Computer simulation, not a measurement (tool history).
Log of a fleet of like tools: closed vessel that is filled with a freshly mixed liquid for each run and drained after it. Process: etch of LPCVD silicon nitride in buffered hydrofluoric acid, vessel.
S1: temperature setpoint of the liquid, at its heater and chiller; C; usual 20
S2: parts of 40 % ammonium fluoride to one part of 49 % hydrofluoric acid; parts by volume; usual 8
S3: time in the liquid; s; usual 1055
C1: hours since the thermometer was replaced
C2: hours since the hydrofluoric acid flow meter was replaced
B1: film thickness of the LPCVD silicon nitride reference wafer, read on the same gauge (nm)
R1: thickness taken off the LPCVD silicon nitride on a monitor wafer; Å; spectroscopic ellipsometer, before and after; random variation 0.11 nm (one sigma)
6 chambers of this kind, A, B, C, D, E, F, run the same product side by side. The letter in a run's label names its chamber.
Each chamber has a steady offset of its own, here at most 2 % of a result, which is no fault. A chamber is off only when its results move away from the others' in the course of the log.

| run | hour | S1 | S2 | S3 | C1 | C2 | B1 | R1 |
|---|---|---|---|---|---|---|---|---|
| 1F | 6.4 | 20 | 8 | 1055 | 1237 | 1451 | 130.04 | 168.05 |
| 2E | 10.8 | 20 | 8 | 1055 | 201 | 562.8 | 129.97 | 168.26 |
| 3A | 18.9 | 20 | 8 | 1055 | 545.1 | 476.6 | 129.98 | 167.79 |
| 4B | 23.1 | 20 | 8 | 1055 | 1568.5 | 803.8 | 129.97 | 163.74 |
| 5D | 28.1 | 20 | 8 | 1055 | 691.1 | 323.5 | 129.96 | 166.23 |
| 6C | 34.9 | 20 | 8 | 1055 | 429.4 | 2092.2 | 130.02 | 166.63 |
| 7C | 41.1 | 20 | 8 | 1055 | 435.6 | 2098.4 | 129.98 | 166.36 |
| 8E | 45.6 | 20 | 8 | 1055 | 235.8 | 597.6 | 130.01 | 166.81 |
| 9B | 50 | 20 | 8 | 1055 | 1595.4 | 830.7 | 130.01 | 163.84 |
| 10A | 55 | 20 | 8 | 1055 | 581.2 | 512.7 | 130.01 | 165.27 |
| 11D | 62 | 20 | 8 | 1055 | 725 | 357.4 | 130.02 | 167.2 |
| 12F | 68.5 | 20 | 8 | 1055 | 1299.1 | 1513.1 | 130.02 | 168.74 |
| 13F | 76.4 | 20 | 8 | 1055 | 1307 | 1521 | 130.01 | 167.75 |
| 14E | 84.3 | 20 | 8 | 1055 | 274.5 | 636.3 | 129.98 | 167.68 |
| 15B | 89.7 | 20 | 8 | 1055 | 1635.1 | 870.4 | 129.98 | 164.25 |
| 16D | 96.8 | 20 | 8 | 1055 | 759.8 | 392.2 | 129.97 | 168.27 |
| 17A | 102.9 | 20 | 8 | 1055 | 629.1 | 560.6 | 130.06 | 165.99 |
| 18C | 107.1 | 20 | 8 | 1055 | 501.6 | 2164.4 | 130.03 | 168.72 |
| 19A | 111.3 | 20 | 8 | 1055 | 637.5 | 569 | 130 | 163.87 |
| 20F | 117.1 | 20 | 8 | 1055 | 1347.7 | 1561.7 | 130.03 | 168.64 |
| 21C | 124.8 | 20 | 8 | 1055 | 519.3 | 2182.1 | 129.99 | 166.6 |
| 22B | 132.7 | 20 | 8 | 1055 | 1678.1 | 913.4 | 130.01 | 164.75 |
| 23D | 137 | 20 | 8 | 1055 | 800 | 432.4 | 129.97 | 167.37 |
| 24E | 144.5 | 20 | 8 | 1055 | 334.7 | 696.5 | 129.99 | 166.32 |
| 25A | 149.8 | 20 | 8 | 1055 | 676 | 607.5 | 130.01 | 162.94 |
| 26B | 153.9 | 20 | 8 | 1055 | 1699.3 | 934.6 | 130 | 165.82 |
| 27F | 161.8 | 20 | 8 | 1055 | 1392.4 | 1606.4 | 129.99 | 169.8 |
| 28C | 170 | 20 | 8 | 1055 | 564.5 | 2227.3 | 130.01 | 166.19 |
| 29D | 177.9 | 18.5 | 8 | 1055 | 840.9 | 473.3 | 129.99 | 155.45 |
| 30E | 183.4 | 18.5 | 8 | 1055 | 373.6 | 735.4 | 130.04 | 152.68 |
| 31F | 187.8 | 18.5 | 8 | 1055 | 1418.4 | 1632.4 | 130.03 | 156.64 |
| 32A | 191.4 | 18.5 | 8 | 1055 | 717.6 | 649.1 | 130.02 | 147.19 |
|  | 196.3 | chamber C: hydrofluoric acid flow meter replaced |
| 33C | 198.5 | 18.5 | 8 | 1055 | 593 | 2.2 | 129.95 | 151.65 |
| 34B | 204.2 | 18.5 | 8 | 1055 | 1749.6 | 984.9 | 130.03 | 150.87 |
| 35E | 211.3 | 20 | 8 | 1055 | 401.5 | 763.3 | 129.96 | 167.53 |
| 36D | 216.4 | 20 | 8 | 1055 | 879.4 | 511.8 | 130.05 | 166.52 |
| 37C | 223.7 | 20 | 8 | 1055 | 618.2 | 27.4 | 129.96 | 165.79 |
| 38E | 230.4 | 20 | 9.5 | 1500 | 420.6 | 782.4 | 129.99 | 203.53 |

All 6 chambers run these settings next. Forecast each chamber's results:
| 39A | 236.2 | 20 | 8 | 1055 |  |  |  | ? |
| 39B | 236.2 | 20 | 8 | 1055 |  |  |  | ? |
| 39C | 236.2 | 20 | 8 | 1055 |  |  |  | ? |
| 39D | 236.2 | 20 | 8 | 1055 |  |  |  | ? |
| 39E | 236.2 | 20 | 8 | 1055 |  |  |  | ? |
| 39F | 236.2 | 20 | 8 | 1055 |  |  |  | ? |

| run | R1 |
|---|---|
| 39A | 158.85 |
| 39B | 164.59 |
| 39C | 166.55 |
| 39D | 165.6 |
| 39E | 168.38 |
| 39F | 168.58 |
